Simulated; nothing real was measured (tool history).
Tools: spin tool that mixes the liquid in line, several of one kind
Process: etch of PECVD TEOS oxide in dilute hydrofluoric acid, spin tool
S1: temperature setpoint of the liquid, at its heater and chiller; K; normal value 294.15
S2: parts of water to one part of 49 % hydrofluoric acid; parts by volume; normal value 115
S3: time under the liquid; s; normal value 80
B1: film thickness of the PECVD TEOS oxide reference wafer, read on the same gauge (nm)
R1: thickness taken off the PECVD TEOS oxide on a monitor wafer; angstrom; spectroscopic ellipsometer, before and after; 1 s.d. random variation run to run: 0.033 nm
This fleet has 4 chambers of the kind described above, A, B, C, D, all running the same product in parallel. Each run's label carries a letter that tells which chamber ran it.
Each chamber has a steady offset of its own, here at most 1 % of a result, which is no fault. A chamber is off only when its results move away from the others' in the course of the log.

run,hour,S1,S2,S3,B1,R1
1A,5.6,294.15,115,80,30.003,73.9
2C,8.2,294.15,115,80,29.96,73.621
3B,11.3,294.15,115,80,30.002,72.459
4D,16.8,294.15,115,80,29.974,74.2
5C,21.6,294.15,115,80,30.001,73.508
6D,25.2,294.15,115,80,29.998,73.981
7B,29.8,294.15,115,80,29.967,73.42
8A,34.2,294.15,115,80,30.007,74.082
9A,38.3,294.15,115,80,30.019,73.883
10D,43.4,294.15,115,80,29.981,73.792
11B,48.8,294.15,115,80,30.01,72.668
# hour 51.4: chamber A: hydrofluoric acid flow meter replaced
12C,52.7,294.15,115,80,30.047,74.153
13A,55.8,294.15,115,80,30.014,74.409
14C,59.8,294.15,115,80,29.967,73.952
15B,65.2,294.15,115,80,30.008,73.318
16D,68.3,294.15,115,80,29.987,74.36
17C,72.3,294.15,115,80,30.018,74.19
18A,76.1,294.15,115,80,30.035,74.221
# hour 78.6: chamber D: thermometer replaced
19D,79.1,294.15,115,115,29.989,106.79
20B,82.4,294.15,115,115,29.979,104.93
21A,87.5,294.15,115,115,29.973,106.9
22D,90.6,294.15,115,115,29.976,106.43
23B,94.6,294.15,115,80,29.972,73.097
24C,97.6,294.15,115,80,30.007,74.102
25D,100.4,294.15,115,80,29.976,74.01
26B,105.3,298.15,75,80,29.995,136.87
27A,107.8,298.15,75,80,30.012,140.72
28C,113,298.15,75,80,29.98,140.46
29D,118.5,298.15,75,80,30.03,140.25
30A,123.3,294.15,115,80,30.008,74.044
31B,127.5,294.15,55,115,30.035,232.99
32C,130.6,294.15,55,115,29.95,239.63
33B,133,294.15,55,115,30.03,235.33
34C,135.6,294.15,55,115,29.966,240.75
35A,140.6,294.15,115,80,29.975,73.783
36D,145.1,294.15,115,80,30.028,73.666
37A,150.7,297.65,115,80,30.007,85.144
38D,156.2,297.65,115,80,29.981,84.763
39C,161.6,297.65,115,80,29.991,84.94
40B,165.7,297.65,115,80,29.989,83.718

Does one chamber stand apart from the rest, does the shared gauge drift, or is all well apart from small per-chamber offsets? Give the chamber and the most likely cause, where there is one.

No chamber stands off beyond its own small offset, and the gauge holds steady.
